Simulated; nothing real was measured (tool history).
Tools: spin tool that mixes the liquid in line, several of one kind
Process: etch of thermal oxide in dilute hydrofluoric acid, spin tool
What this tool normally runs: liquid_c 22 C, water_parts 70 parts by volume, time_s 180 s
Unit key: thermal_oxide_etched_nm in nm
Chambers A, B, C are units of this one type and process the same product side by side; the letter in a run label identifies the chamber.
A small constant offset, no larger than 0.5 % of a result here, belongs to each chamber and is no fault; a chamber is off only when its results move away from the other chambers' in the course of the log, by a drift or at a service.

run	day	liquid_c	water_parts	time_s	read-back film thickness of the thermal oxide reference wafer, read on the same gauge (nm)	thermal_oxide_etched_nm
# day 0.2: chamber A: thermometer replaced
1B	0.296	22	70	180	100.02	11.226
2C	0.504	22	70	180	100	11.133
3A	0.925	22	70	180	99.991	11.184
4A	1.133	22	70	180	99.998	11.044
5B	1.538	22	70	180	99.994	11.093
6C	1.779	22	70	180	100.01	11.193
7B	2.217	22	70	180	100	11.249
8C	2.662	22	70	180	99.998	11.123
9A	3.062	22	70	180	100	11.268
10B	3.425	22	70	180	99.995	11.171
11A	3.829	22	70	180	100.02	11.53
12C	4.179	22	70	180	99.976	11.263
13C	4.55	22	70	180	100.01	11.19
14B	4.896	22	70	180	100.01	11.332
15A	5.229	22	70	180	99.977	11.556
16A	5.483	17.5	70	75	100.04	4.0394
17C	5.829	17.5	70	75	100.01	3.8655
18B	6.108	17.5	70	75	99.992	3.894
19A	6.329	22	70	180	99.984	11.757
20B	6.542	22	70	180	100.01	11.195
21C	6.958	22	70	180	100.02	11.231
22B	7.421	22	70	180	100.01	11.038
# day 7.496: chamber C: thermometer replaced
23C	7.688	22	70	180	99.98	11.143
24A	8.004	22	70	180	99.984	11.829
25B	8.304	22	70	180	99.997	11.283
26A	8.575	22	70	180	100.01	11.849
27C	8.988	22	70	180	100.01	11.137
28B	9.467	22	70	235	99.996	14.789
29C	9.696	22	70	235	99.973	14.518

The same settings go to every chamber for the next run, one line per chamber below. Forecast the results for each:
30A	10.038	22	70	280		?
30B	10.038	22	70	280		?
30C	10.038	22	70	280		?

run	thermal_oxide_etched_nm
30A	18.667
30B	17.53
30C	17.39
